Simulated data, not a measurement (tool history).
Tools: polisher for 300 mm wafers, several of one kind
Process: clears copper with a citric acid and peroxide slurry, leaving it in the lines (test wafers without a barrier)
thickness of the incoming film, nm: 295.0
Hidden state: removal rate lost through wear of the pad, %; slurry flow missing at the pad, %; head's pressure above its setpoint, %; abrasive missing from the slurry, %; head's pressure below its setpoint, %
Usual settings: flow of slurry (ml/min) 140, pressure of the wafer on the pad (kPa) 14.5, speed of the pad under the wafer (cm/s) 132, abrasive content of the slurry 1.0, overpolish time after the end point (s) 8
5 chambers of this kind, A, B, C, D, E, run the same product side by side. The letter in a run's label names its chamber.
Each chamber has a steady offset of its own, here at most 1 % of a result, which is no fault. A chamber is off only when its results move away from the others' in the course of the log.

run,day,flow of slurry (ml/min),pressure of the wafer on the pad (kPa),speed of the pad under the wafer (cm/s),abrasive content of the slurry,overpolish time after the end point (s),wafers polished on this pad,hours since the slurry nozzle was cleaned,hours since the head pressure was calibrated,hours since the slurry blender was calibrated,time until the end point was called (s),dishing of a wide line in a test structure (Å)
1A,0.496,140,14.5,132,1.0,8,609,198.3,114.5,56.7,125.95,139.510
# day 0.638: chamber B: worn pad replaced by a new one
2D,0.825,140,14.5,132,1.0,8,786,47.8,565.4,23.0,128.47,133.640
# day 1.075: chamber E: slurry blender recalibrated
3B,1.158,140,14.5,132,1.0,8,102,297.7,718.2,238.5,131.70,139.510
# day 1.346: chamber E: worn pad replaced by a new one
# day 1.354: chamber C: worn pad replaced by a new one
4E,1.504,140,14.5,132,1.0,8,31,324.1,238.7,10.4,129.72,141.050
5C,1.812,140,14.5,132,1.0,10,89,396.3,238.7,155.4,127.40,170.550
# day 1.929: chamber C: slurry blender recalibrated
# day 2.088: chamber C: slurry nozzle cleaned
# day 2.146: chamber D: worn pad replaced by a new one
6B,2.154,140,14.5,132,1.0,10,295,321.6,742.1,262.4,125.04,174.250
7E,2.467,140,14.5,132,1.0,10,218,347.2,261.8,33.5,129.23,164.480
8D,2.721,140,14.5,132,1.0,10,112,93.3,610.9,68.5,128.82,175.540
# day 2.958: chamber A: worn pad replaced by a new one
# day 3.062: chamber A: slurry blender recalibrated
9C,3.112,140,14.5,132,1.0,10,343,24.6,269.9,28.5,129.70,169.620
10A,3.450,140,14.5,132,1.0,8,96,269.2,185.4,9.3,127.39,140.480
# day 3.679: chamber B: slurry blender recalibrated
11A,3.888,140,11.0,132,1.0,5,181,279.7,195.9,19.8,163.43,67.012
12B,4.275,140,11.0,132,1.0,5,708,372.5,793.0,14.4,166.86,67.726
# day 4.308: chamber C: worn pad replaced by a new one
13C,4.525,140,11.0,132,1.0,5,42,58.5,303.8,62.4,165.28,69.121
# day 4.650: chamber B: head pressure recalibrated
14E,4.762,140,11.0,132,1.0,5,665,402.3,316.9,88.6,166.10,68.053
15D,5.275,140,11.0,132,1.0,5,609,154.6,672.2,129.8,172.19,70.005
# day 5.575: chamber E: slurry blender recalibrated
16D,5.692,140,14.5,132,1.0,8,690,164.6,682.2,139.8,129.69,137.240
# day 6.192: chamber E: worn pad replaced by a new one
17E,6.225,140,14.5,132,1.0,8,6,437.4,352.0,15.7,127.55,137.010
18B,6.475,140,14.5,132,1.0,8,1137,425.3,43.9,67.2,125.99,136.920
19C,6.742,140,14.5,132,1.0,8,473,111.7,357.0,115.6,124.92,134.490
20A,7.017,140,14.5,132,1.0,8,790,354.8,271.0,94.9,123.89,141.800
# day 7.092: chamber C: worn pad replaced by a new one
21C,7.408,140,14.5,132,1.0,8,62,127.7,373.0,131.6,126.33,134.840
# day 7.567: chamber D: slurry blender recalibrated
22A,7.958,140,14.5,132,1.0,8,973,377.4,293.6,117.5,125.15,137.910
# day 8.154: chamber A: worn pad replaced by a new one
# day 8.233: chamber B: slurry nozzle cleaned
# day 8.250: chamber C: slurry blender recalibrated
# day 8.271: chamber D: worn pad replaced by a new one
23B,8.279,140,14.5,132,1.0,8,1488,1.2,87.2,110.5,125.45,137.180
24E,8.625,140,14.5,132,1.0,8,474,495.0,409.6,73.3,131.66,135.600
# day 8.817: chamber B: worn pad replaced by a new one
25D,8.862,140,14.5,132,1.0,8,115,240.7,758.3,31.2,125.61,138.920
26C,9.175,140,14.5,164,1.0,8,406,170.1,415.4,22.2,104.99,171.720
# day 9.179: chamber A: slurry blender recalibrated
27B,9.600,140,14.5,164,1.0,8,153,32.9,118.9,142.2,104.93,165.650
# day 9.817: chamber C: worn pad replaced by a new one
# day 10.125: chamber E: worn pad replaced by a new one
28E,10.125,140,14.5,164,1.0,8,0,531.0,445.6,109.3,104.01,169.570
29D,10.467,140,14.5,164,1.0,8,427,279.2,796.8,69.7,103.72,163.860
30A,10.892,140,14.5,164,1.0,8,533,447.8,364.0,41.2,101.60,174.580
# day 11.192: chamber E: slurry blender recalibrated
31B,11.371,140,14.5,132,1.0,8,497,75.4,161.4,184.7,127.42,135.910
32A,11.921,140,14.5,132,1.3,3,733,472.5,388.7,65.9,121.90,58.294
33D,12.338,140,14.5,132,1.3,3,792,324.1,841.7,114.6,125.16,57.567
# day 12.629: chamber D: slurry nozzle cleaned
34E,12.700,140,14.5,132,1.3,3,501,592.8,507.4,36.3,122.72,57.205
# day 12.783: chamber C: worn pad replaced by a new one
35C,13.133,140,14.5,132,1.3,3,68,265.1,510.4,117.2,120.61,55.880
36C,13.412,140,14.5,132,1.3,3,122,271.8,517.1,123.9,119.53,58.602
# day 13.679: chamber B: slurry blender recalibrated
# day 13.754: chamber D: worn pad replaced by a new one
37D,13.867,140,14.5,132,1.0,8,22,29.8,878.4,151.3,130.60,138.480
# day 14.192: chamber A: worn pad replaced by a new one
38B,14.379,140,14.5,132,1.0,8,1083,147.6,233.6,16.9,128.94,140.030
39A,14.854,140,14.5,132,1.0,8,129,542.9,459.1,136.3,129.25,141.730

What goes on in this fleet: one chamber off, a drifting gauge, or nothing beyond the chambers' own small offsets? Name the chamber and the cause, if any.

No chamber stands off beyond its own small offset, and the gauge holds steady.
